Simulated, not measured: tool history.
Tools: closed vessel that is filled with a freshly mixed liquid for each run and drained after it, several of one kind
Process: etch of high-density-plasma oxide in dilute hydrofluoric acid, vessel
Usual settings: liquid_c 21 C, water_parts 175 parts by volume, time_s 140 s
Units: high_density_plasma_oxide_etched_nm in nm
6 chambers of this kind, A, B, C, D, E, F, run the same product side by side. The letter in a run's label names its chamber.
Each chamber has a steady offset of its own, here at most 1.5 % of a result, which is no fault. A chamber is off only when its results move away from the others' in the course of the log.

| run | day | liquid_c | water_parts | time_s | read-back film thickness of the high-density-plasma oxide reference wafer, read on the same gauge (nm) | high_density_plasma_oxide_etched_nm |
|---|---|---|---|---|---|---|
| 1B | 0.279 | 21 | 175 | 140 | 99.976 | 4.0667 |
| 2E | 0.492 | 21 | 175 | 140 | 99.944 | 3.9933 |
| 3D | 0.733 | 21 | 175 | 140 | 99.994 | 3.9506 |
| 4C | 1.104 | 21 | 175 | 140 | 100.08 | 3.9662 |
| 5F | 1.375 | 21 | 175 | 140 | 100.03 | 3.9797 |
| 6A | 1.654 | 21 | 175 | 140 | 100.04 | 4.0384 |
| 7D | 2.038 | 21 | 175 | 140 | 100.03 | 3.9563 |
| 8F | 2.312 | 21 | 175 | 140 | 100.03 | 3.9747 |
| 9B | 2.625 | 21 | 175 | 140 | 100.02 | 4.0799 |
| 10A | 2.979 | 21 | 175 | 140 | 100.04 | 4.0338 |
| 11C | 3.308 | 21 | 175 | 140 | 99.942 | 3.9715 |
| 12E | 3.679 | 21 | 175 | 140 | 100.04 | 4.0288 |
| 13D | 3.938 | 21 | 175 | 140 | 100.01 | 3.9462 |
|  | 3.954 | chamber E: thermometer replaced |
| 14E | 4.333 | 21 | 175 | 140 | 100.04 | 3.9936 |
| 15A | 4.604 | 21 | 175 | 140 | 99.967 | 4.0085 |
| 16F | 4.962 | 21 | 175 | 140 | 100.02 | 4.0245 |
| 17C | 5.325 | 21 | 175 | 140 | 100.02 | 3.93 |
| 18B | 5.521 | 21 | 175 | 140 | 100.04 | 4.0094 |
| 19A | 5.867 | 21 | 175 | 140 | 100.02 | 4.064 |
| 20C | 6.104 | 21 | 175 | 140 | 99.987 | 3.9764 |
| 21D | 6.358 | 21 | 175 | 140 | 99.96 | 3.99 |
| 22E | 6.683 | 21 | 175 | 140 | 100.02 | 3.9694 |
| 23F | 7.054 | 21 | 175 | 140 | 99.987 | 4.0024 |
| 24B | 7.258 | 21 | 175 | 140 | 100 | 4.0513 |
| 25C | 7.579 | 21 | 175 | 140 | 100.06 | 3.9018 |
| 26A | 7.971 | 23.5 | 175 | 215 | 100.02 | 6.8182 |
| 27D | 8.196 | 23.5 | 175 | 215 | 99.933 | 6.6555 |
| 28F | 8.596 | 23.5 | 175 | 215 | 99.939 | 6.8032 |
| 29B | 8.862 | 23.5 | 175 | 215 | 99.981 | 6.8752 |
| 30E | 9.058 | 23.5 | 175 | 215 | 99.985 | 6.7574 |
| 31A | 9.312 | 23.5 | 175 | 215 | 99.938 | 6.691 |
| 32F | 9.642 | 21 | 175 | 140 | 100 | 3.9883 |
| 33D | 9.954 | 21 | 175 | 140 | 99.981 | 3.9249 |
| 34C | 10.238 | 21 | 175 | 140 | 99.991 | 3.9714 |
| 35E | 10.654 | 21 | 175 | 140 | 99.986 | 4.0055 |
|  | 10.892 | chamber C: thermometer replaced |
| 36B | 11.004 | 21 | 175 | 140 | 99.993 | 3.9898 |
| 37B | 11.225 | 21 | 175 | 140 | 99.95 | 4.0676 |
| 38D | 11.542 | 21 | 175 | 140 | 99.992 | 3.9636 |
| 39F | 11.879 | 21 | 95 | 140 | 99.944 | 7.9716 |
| 40C | 12.179 | 21 | 95 | 140 | 100.04 | 7.9912 |
| 41E | 12.375 | 21 | 95 | 140 | 100 | 7.8629 |
| 42A | 12.712 | 21 | 95 | 140 | 99.942 | 8.1185 |

All 6 chambers run these settings next. Forecast each chamber's results:
| 43A | 13.017 | 19.5 | 175 | 140 |  | ? |
| 43B | 13.017 | 19.5 | 175 | 140 |  | ? |
| 43C | 13.017 | 19.5 | 175 | 140 |  | ? |
| 43D | 13.017 | 19.5 | 175 | 140 |  | ? |
| 43E | 13.017 | 19.5 | 175 | 140 |  | ? |
| 43F | 13.017 | 19.5 | 175 | 140 |  | ? |

| run | high_density_plasma_oxide_etched_nm |
|---|---|
| 43A | 3.809 |
| 43B | 3.7224 |
| 43C | 3.6846 |
| 43D | 3.6714 |
| 43E | 3.7713 |
| 43F | 3.7584 |

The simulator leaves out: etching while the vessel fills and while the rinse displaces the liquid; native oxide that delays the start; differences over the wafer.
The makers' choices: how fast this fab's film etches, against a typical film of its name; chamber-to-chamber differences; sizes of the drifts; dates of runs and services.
